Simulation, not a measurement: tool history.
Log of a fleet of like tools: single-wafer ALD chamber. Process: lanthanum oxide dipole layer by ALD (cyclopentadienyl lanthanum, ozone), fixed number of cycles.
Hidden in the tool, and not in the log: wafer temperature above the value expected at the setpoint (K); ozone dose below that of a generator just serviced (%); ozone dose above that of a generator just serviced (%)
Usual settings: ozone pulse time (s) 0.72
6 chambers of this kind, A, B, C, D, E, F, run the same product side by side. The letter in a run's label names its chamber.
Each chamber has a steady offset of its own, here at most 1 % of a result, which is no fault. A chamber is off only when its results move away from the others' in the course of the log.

run	hour	ozone pulse time (s)	hours since the last thermocouple change	hours since the last ozone generator service	read-back reference wafer on the same gauge, thickness_nm	mean film thickness on the monitor wafer (nm)
1A	4.2	0.72	483.5	97.7	0.37382	0.44011
2B	11.4	0.72	1685.3	55.4	0.37399	0.44106
3C	15.0	0.72	1915.4	220.6	0.37387	0.43756
4D	21.2	0.72	330.0	375.1	0.37377	0.44119
5E	27.3	0.72	2552.1	586.6	0.37381	0.43881
6F	32.3	0.72	2355.0	541.7	0.37382	0.43969
7E	36.1	0.72	2560.9	595.4	0.37373	0.43911
8A	40.4	0.72	519.7	133.9	0.37363	0.43863
9F	44.4	0.72	2367.1	553.8	0.37372	0.43897
10C	47.9	0.72	1948.3	253.5	0.37351	0.43698
11D	51.8	0.72	360.6	405.7	0.37343	0.44041
12B	55.6	0.72	1729.5	99.6	0.37359	0.44075
13D	59.2	0.72	368.0	413.1	0.37357	0.44143
14C	63.3	0.85	1963.7	268.9	0.37337	0.46852
15A	70.4	0.85	549.7	163.9	0.37344	0.47069
16B	77.2	0.85	1751.1	121.2	0.37324	0.47253
17F	84.3	0.85	2407.0	593.7	0.37330	0.47073
18E	87.8	0.85	2612.6	647.1	0.37318	0.47082
19C	92.7	0.85	1993.1	298.3	0.37324	0.46879
20A	97.5	0.84	576.8	191.0	0.37323	0.46892
21B	102.5	0.84	1776.4	146.5	0.37317	0.47002
# hour 105.8: chamber B: thermocouple changed; heater temperature recalibrated
22E	108.2	0.84	2633.0	667.5	0.37302	0.46632
23F	112.2	0.84	2434.9	621.6	0.37300	0.46771
24D	116.3	0.84	425.1	470.2	0.37300	0.47032
25E	120.5	0.84	2645.3	679.8	0.37304	0.46630
26B	125.0	0.72	19.3	169.0	0.37296	0.43932
27C	129.0	0.72	2029.4	334.6	0.37289	0.43652
28D	132.5	0.87	441.3	486.4	0.37281	0.47595
29A	138.3	0.87	617.6	231.8	0.37285	0.47360
30F	142.7	0.87	2465.4	652.1	0.37268	0.47446
# hour 143.3: chamber E: thermocouple changed; heater temperature recalibrated
31A	148.3	0.87	627.6	241.8	0.37270	0.47355
32B	154.4	0.87	48.7	198.4	0.37273	0.47595
33E	162.2	0.87	18.9	721.5	0.37261	0.47291
34D	166.7	0.45	475.5	520.6	0.37253	0.34021
35C	172.1	0.45	2072.5	377.7	0.37254	0.33711
36F	176.1	0.45	2498.8	685.5	0.37250	0.33826
37F	182.9	0.45	2505.6	692.3	0.37250	0.33794
38A	189.3	0.45	668.6	282.8	0.37236	0.33762
39E	196.2	0.45	52.9	755.5	0.37240	0.34159
40B	203.6	0.72	97.9	247.6	0.37229	0.43938
41C	207.9	0.72	2108.3	413.5	0.37236	0.43640
42D	212.7	0.72	521.5	566.6	0.37212	0.43872

Next, every chamber runs the same settings. What will each give?
43A	218.4	0.72				?
43B	218.4	0.72				?
43C	218.4	0.72				?
43D	218.4	0.72				?
43E	218.4	0.72				?
43F	218.4	0.72				?

run	mean film thickness on the monitor wafer (nm)
43A	0.43730
43B	0.43860
43C	0.43607
43D	0.43944
43E	0.43670
43F	0.43654

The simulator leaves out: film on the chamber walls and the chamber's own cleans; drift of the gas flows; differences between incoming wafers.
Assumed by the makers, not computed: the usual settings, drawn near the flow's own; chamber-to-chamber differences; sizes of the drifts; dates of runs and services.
